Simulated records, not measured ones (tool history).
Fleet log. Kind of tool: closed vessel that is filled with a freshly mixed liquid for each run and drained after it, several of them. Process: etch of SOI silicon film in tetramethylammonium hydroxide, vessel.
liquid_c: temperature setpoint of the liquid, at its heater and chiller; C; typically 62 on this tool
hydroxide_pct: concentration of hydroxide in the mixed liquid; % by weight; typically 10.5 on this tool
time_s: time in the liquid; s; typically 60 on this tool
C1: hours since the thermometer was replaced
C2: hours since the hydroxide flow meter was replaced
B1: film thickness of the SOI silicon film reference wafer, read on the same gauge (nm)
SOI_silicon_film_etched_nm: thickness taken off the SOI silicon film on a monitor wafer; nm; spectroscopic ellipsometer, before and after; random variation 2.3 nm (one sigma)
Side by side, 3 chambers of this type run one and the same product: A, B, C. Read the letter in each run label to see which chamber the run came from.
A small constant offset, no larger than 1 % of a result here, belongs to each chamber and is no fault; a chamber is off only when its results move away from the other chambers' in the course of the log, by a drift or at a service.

Run 1B, hour 8: usual settings; C1 580.1; C2 1227.7; B1 29.993. Result: SOI_silicon_film_etched_nm 262.16 nm.
Run 2A, hour 19.2: usual settings; C1 771.9; C2 613.4; B1 29.985. Result: SOI_silicon_film_etched_nm 265.32 nm.
Run 3C, hour 25: usual settings; C1 871.4; C2 945.3; B1 29.988. Result: SOI_silicon_film_etched_nm 260.37 nm.
Run 4A, hour 34.1: usual settings; C1 786.8; C2 628.3; B1 29.992. Result: SOI_silicon_film_etched_nm 266.4 nm.
Run 5B, hour 46.5: usual settings; C1 618.6; C2 1266.2; B1 29.999. Result: SOI_silicon_film_etched_nm 264.25 nm.
Run 6C, hour 56: usual settings; C1 902.4; C2 976.3; B1 30.017. Result: SOI_silicon_film_etched_nm 263.88 nm.
Run 7B, hour 65.5: usual settings; C1 637.6; C2 1285.2; B1 29.972. Result: SOI_silicon_film_etched_nm 267.04 nm.
Run 8A, hour 74.6: usual settings; C1 827.3; C2 668.8; B1 29.962. Result: SOI_silicon_film_etched_nm 263.62 nm.
Run 9C, hour 80: usual settings; C1 926.4; C2 1000.3; B1 29.988. Result: SOI_silicon_film_etched_nm 259.84 nm.
Run 10C, hour 91.3: usual settings but time_s 70 s; C1 937.7; C2 1011.6; B1 29.999. Result: SOI_silicon_film_etched_nm 303.59 nm.
Run 11B, hour 101.8: usual settings but time_s 70 s; C1 673.9; C2 1321.5; B1 29.974. Result: SOI_silicon_film_etched_nm 311.61 nm.
Run 12A, hour 108.1: usual settings but time_s 70 s; C1 860.8; C2 702.3; B1 30.003. Result: SOI_silicon_film_etched_nm 312.94 nm.
Run 13B, hour 115.1: usual settings; C1 687.2; C2 1334.8; B1 29.945. Result: SOI_silicon_film_etched_nm 264.95 nm.
Run 14C, hour 123: usual settings but liquid_c 58.5 C, hydroxide_pct 13 % by weight; C1 969.4; C2 1043.3; B1 29.983. Result: SOI_silicon_film_etched_nm 190.39 nm.
Run 15A, hour 130.4: usual settings but liquid_c 58.5 C, hydroxide_pct 13 % by weight; C1 883.1; C2 724.6; B1 29.966. Result: SOI_silicon_film_etched_nm 194.26 nm.
Run 16B, hour 138.2: usual settings but liquid_c 58.5 C, hydroxide_pct 13 % by weight; C1 710.3; C2 1357.9; B1 30.038. Result: SOI_silicon_film_etched_nm 196.34 nm.
Run 17A, hour 145.9: usual settings; C1 898.6; C2 740.1; B1 29.998. Result: SOI_silicon_film_etched_nm 267.62 nm.
Run 18C, hour 154.5: usual settings; C1 1000.9; C2 1074.8; B1 30.006. Result: SOI_silicon_film_etched_nm 260.24 nm.
Run 19C, hour 160: usual settings; C1 1006.4; C2 1080.3; B1 30.016. Result: SOI_silicon_film_etched_nm 261.98 nm.
Run 20B, hour 172.6: usual settings; C1 744.7; C2 1392.3; B1 29.992. Result: SOI_silicon_film_etched_nm 260.57 nm.
Run 21A, hour 183.1: usual settings; C1 935.8; C2 777.3; B1 30.001. Result: SOI_silicon_film_etched_nm 262.38 nm.
Run 22A, hour 191.7: usual settings; C1 944.4; C2 785.9; B1 29.992. Result: SOI_silicon_film_etched_nm 261.97 nm.
Run 23B, hour 201.3: usual settings; C1 773.4; C2 1421; B1 30.01. Result: SOI_silicon_film_etched_nm 261.35 nm.
Run 24C, hour 212.2: usual settings; C1 1058.6; C2 1132.5; B1 30. Result: SOI_silicon_film_etched_nm 257.67 nm.
Run 25A, hour 224.8: usual settings; C1 977.5; C2 819; B1 30.019. Result: SOI_silicon_film_etched_nm 267.59 nm.
Run 26B, hour 232.3: usual settings; C1 804.4; C2 1452; B1 30.043. Result: SOI_silicon_film_etched_nm 264.59 nm.
Run 27C, hour 242.8: usual settings; C1 1089.2; C2 1163.1; B1 29.968. Result: SOI_silicon_film_etched_nm 262.79 nm.
Run 28C, hour 254.1: usual settings but time_s 80 s; C1 1100.5; C2 1174.4; B1 29.979. Result: SOI_silicon_film_etched_nm 346.1 nm.
Run 29B, hour 261.4: usual settings but time_s 80 s; C1 833.5; C2 1481.1; B1 29.999. Result: SOI_silicon_film_etched_nm 347.82 nm.
Run 30A, hour 267.8: usual settings but time_s 80 s; C1 1020.5; C2 862; B1 30.003. Result: SOI_silicon_film_etched_nm 351.91 nm.
Run 31C, hour 279.2: usual settings; C1 1125.6; C2 1199.5; B1 29.993. Result: SOI_silicon_film_etched_nm 262.66 nm.
Run 32A, hour 290: usual settings but liquid_c 54.5 C; C1 1042.7; C2 884.2; B1 30.017. Result: SOI_silicon_film_etched_nm 165.87 nm.
Run 33B, hour 299.7: usual settings but liquid_c 54.5 C; C1 871.8; C2 1519.4; B1 30.043. Result: SOI_silicon_film_etched_nm 165.15 nm.
Run 34B, hour 310.1: usual settings but liquid_c 54.5 C; C1 882.2; C2 1529.8; B1 29.996. Result: SOI_silicon_film_etched_nm 166.12 nm.
Run 35A, hour 318.6: usual settings; C1 1071.3; C2 912.8; B1 30.017. Result: SOI_silicon_film_etched_nm 265.28 nm.
Run 36C, hour 328.9: usual settings; C1 1175.3; C2 1249.2; B1 29.953. Result: SOI_silicon_film_etched_nm 261.67 nm.
Run 37A, hour 335.7: usual settings; C1 1088.4; C2 929.9; B1 29.957. Result: SOI_silicon_film_etched_nm 261.8 nm.
Run 38C, hour 342.6: usual settings but hydroxide_pct 12 % by weight; C1 1189; C2 1262.9; B1 29.972. Result: SOI_silicon_film_etched_nm 248.79 nm.
Run 39B, hour 348.9: usual settings but hydroxide_pct 12 % by weight; C1 921; C2 1568.6; B1 30.033. Result: SOI_silicon_film_etched_nm 250.44 nm.
At hour 353.7: chamber B: hydroxide flow meter replaced.
Run 40B, hour 360.1: usual settings but hydroxide_pct 12 % by weight; C1 932.2; C2 6.5; B1 29.95. Result: SOI_silicon_film_etched_nm 249.62 nm.
Run 41C, hour 371.2: usual settings; C1 1217.6; C2 1291.5; B1 29.976. Result: SOI_silicon_film_etched_nm 258.75 nm.
Run 42A, hour 380.9: usual settings; C1 1133.6; C2 975.1; B1 30.007. Result: SOI_silicon_film_etched_nm 266.33 nm.
Run 43A, hour 387.2: usual settings; C1 1139.9; C2 981.4; B1 29.976. Result: SOI_silicon_film_etched_nm 266.86 nm.

Next, all 3 chambers run the settings below, one line each with question marks for the results. What does each chamber give?
Run 44A, hour 396.3: usual settings. Result: SOI_silicon_film_etched_nm ?.
Run 44B, hour 396.3: usual settings. Result: SOI_silicon_film_etched_nm ?.
Run 44C, hour 396.3: usual settings. Result: SOI_silicon_film_etched_nm ?.

run  SOI_silicon_film_etched_nm
44A                      267.88
44B                      267.22
44C                      262.37

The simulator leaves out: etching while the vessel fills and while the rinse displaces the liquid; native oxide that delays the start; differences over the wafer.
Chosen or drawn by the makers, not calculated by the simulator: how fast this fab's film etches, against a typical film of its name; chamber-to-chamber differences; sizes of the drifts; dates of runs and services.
